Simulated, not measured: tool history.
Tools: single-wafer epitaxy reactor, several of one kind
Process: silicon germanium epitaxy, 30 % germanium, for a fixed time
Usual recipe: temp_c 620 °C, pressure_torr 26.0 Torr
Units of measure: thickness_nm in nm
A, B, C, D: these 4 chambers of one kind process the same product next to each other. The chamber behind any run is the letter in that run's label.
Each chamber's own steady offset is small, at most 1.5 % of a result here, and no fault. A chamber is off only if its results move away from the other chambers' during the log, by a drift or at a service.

run	day	temp_c	pressure_torr	hours since the last pyrometer calibration	hours since the last manometer calibration	read-back reference wafer on the same gauge, thickness_nm	thickness_nm
1D	0.171	620	26.0	289.7	1529.2	100.34	94.421
2C	0.346	620	26.0	493.4	847.3	100.38	94.226
3B	0.450	620	26.0	1400.8	694.2	100.28	94.560
4A	0.612	620	26.0	1396.7	895.1	100.27	92.376
5C	0.783	620	26.0	503.9	857.8	100.30	93.782
6B	0.879	620	26.0	1411.1	704.5	100.40	94.282
7A	1.050	620	21.7	1407.2	905.6	100.27	85.755
8D	1.208	620	21.7	314.6	1554.1	100.27	87.375
9C	1.317	620	21.7	516.7	870.6	100.31	87.282
10B	1.421	620	21.7	1424.1	717.5	100.25	88.213
11D	1.583	620	26.0	323.6	1563.1	100.33	94.174
12A	1.738	620	26.0	1423.7	922.1	100.31	92.234
13A	1.821	620	26.0	1425.7	924.1	100.32	91.987
14D	1.912	620	26.0	331.5	1571.0	100.29	93.966
15B	2.033	631	26.0	1438.8	732.2	100.22	113.860
16C	2.167	631	26.0	537.1	891.0	100.26	113.350
17B	2.300	631	26.0	1445.2	738.6	100.25	113.840
18D	2.392	631	26.0	343.0	1582.5	100.25	112.630
19C	2.550	620	26.0	546.3	900.2	100.37	93.333
20A	2.671	620	26.0	1446.1	944.5	100.31	92.067
21B	2.833	620	26.0	1458.0	751.4	100.40	94.279
22A	2.996	620	26.0	1453.9	952.3	100.36	92.289
23D	3.088	620	26.0	359.7	1599.2	100.30	93.693
24C	3.229	620	26.0	562.6	916.5	100.27	93.879
25B	3.333	620	26.0	1470.0	763.4	100.31	94.904
26D	3.462	620	26.0	368.7	1608.2	100.29	94.336
27A	3.638	620	26.0	1469.3	967.7	100.34	92.445
28C	3.754	620	26.0	575.2	929.1	100.31	93.708
29D	3.938	620	26.0	380.1	1619.6	100.30	94.325
30C	4.075	620	26.0	582.9	936.8	100.25	93.912
31A	4.250	620	26.0	1484.0	982.4	100.30	92.092

Next, all 4 chambers run the settings below, one line each with question marks for the results. What does each chamber give?
32A	4.388	628	26.0				?
32B	4.388	628	26.0				?
32C	4.388	628	26.0				?
32D	4.388	628	26.0				?

run	thickness_nm
32A	106.360
32B	108.280
32C	106.830
32D	108.220

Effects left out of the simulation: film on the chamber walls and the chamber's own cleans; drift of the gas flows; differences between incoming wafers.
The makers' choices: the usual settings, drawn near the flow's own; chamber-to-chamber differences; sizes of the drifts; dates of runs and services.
